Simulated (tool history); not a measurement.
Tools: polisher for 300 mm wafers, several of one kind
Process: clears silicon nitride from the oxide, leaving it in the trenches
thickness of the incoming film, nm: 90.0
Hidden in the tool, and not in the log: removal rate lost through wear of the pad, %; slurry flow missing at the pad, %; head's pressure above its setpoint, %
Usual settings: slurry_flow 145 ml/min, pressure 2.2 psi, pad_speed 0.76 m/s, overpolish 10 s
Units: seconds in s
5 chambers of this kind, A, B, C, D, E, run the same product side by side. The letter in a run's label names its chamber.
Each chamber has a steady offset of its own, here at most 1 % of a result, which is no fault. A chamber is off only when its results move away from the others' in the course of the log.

run,hour,slurry_flow,pressure,pad_speed,overpolish,wafers polished on this pad,hours since the slurry nozzle was cleaned,hours since the head pressure was calibrated,seconds
# hour 1.4: chamber A: slurry nozzle cleaned
1E,6.0,145,2.2,0.76,10,552,388.2,375.9,155.11
2A,13.5,145,2.2,0.76,10,78,12.1,1085.4,155.52
3C,17.4,145,2.2,0.76,10,305,98.6,174.9,154.80
4B,21.6,145,2.2,0.76,10,1038,115.1,1024.6,153.31
# hour 26.3: chamber D: worn pad replaced by a new one
5D,29.0,110,2.2,0.76,10,14,368.1,559.2,159.26
6C,34.4,110,2.2,0.76,10,394,115.6,191.9,167.95
7B,39.5,110,2.2,0.76,10,1132,133.0,1042.5,167.07
8A,46.7,110,2.2,0.76,10,253,45.3,1118.6,163.79
9D,50.6,110,2.2,0.76,10,128,389.7,580.8,166.48
10E,57.6,145,2.2,0.76,10,824,439.8,427.5,153.95
11B,64.6,145,2.2,0.76,10,1265,158.1,1067.6,157.83
12C,69.8,145,2.2,0.76,10,580,151.0,227.3,154.79
13E,75.0,145,2.2,0.88,10,915,457.2,444.9,134.96
14D,82.1,145,2.2,0.88,10,293,421.2,612.3,131.72
15A,90.5,145,2.2,0.88,10,483,89.1,1162.4,130.19
# hour 98.0: chamber E: worn pad replaced by a new one
16C,99.1,145,2.2,0.88,10,734,180.3,256.6,138.80
# hour 101.4: chamber C: worn pad replaced by a new one
17D,107.5,145,2.2,0.88,10,427,446.6,637.7,134.63
18E,116.3,145,2.2,0.76,10,96,498.5,486.2,155.03
# hour 116.8: chamber B: slurry nozzle cleaned
19B,123.5,145,2.2,0.76,10,1575,6.7,1126.5,160.48
20A,127.5,145,2.2,0.76,10,678,126.1,1199.4,154.16
21D,134.5,145,2.2,0.64,10,569,473.6,664.7,183.82
22E,139.1,145,2.2,0.64,10,216,521.3,509.0,184.04
23B,143.7,145,2.2,0.64,10,1681,26.9,1146.7,185.36
24A,150.8,145,2.2,0.64,10,801,149.4,1222.7,183.90
25C,157.1,145,2.2,0.64,10,293,238.3,314.6,184.42
26C,165.8,145,2.2,0.76,10,339,247.0,323.3,155.15
27B,171.2,165,2.6,0.76,10,1826,54.4,1174.2,133.40
# hour 173.5: chamber D: slurry nozzle cleaned
28E,176.1,165,2.6,0.76,10,411,558.3,546.0,129.34
# hour 183.4: chamber A: worn pad replaced by a new one
29A,183.5,165,2.6,0.76,10,1,182.1,1255.4,126.06
30D,188.6,165,2.6,0.76,10,854,15.2,718.8,129.06
31B,195.1,165,2.6,0.76,10,1951,78.3,1198.1,135.22
32C,200.0,145,2.2,0.76,10,519,281.2,357.5,157.68
33D,204.8,145,2.2,0.76,10,939,31.4,735.0,155.91
34E,211.4,145,2.2,0.76,10,596,593.6,581.3,156.57
35A,218.9,145,2.2,0.76,10,187,217.5,1290.8,153.04

All 5 chambers run these settings next. Forecast each chamber's results:
36A,225.3,145,2.2,0.54,10,,,,?
36B,225.3,145,2.2,0.54,10,,,,?
36C,225.3,145,2.2,0.54,10,,,,?
36D,225.3,145,2.2,0.54,10,,,,?
36E,225.3,145,2.2,0.54,10,,,,?

run,seconds
36A,217.10
36B,236.69
36C,216.08
36D,223.82
36E,218.93
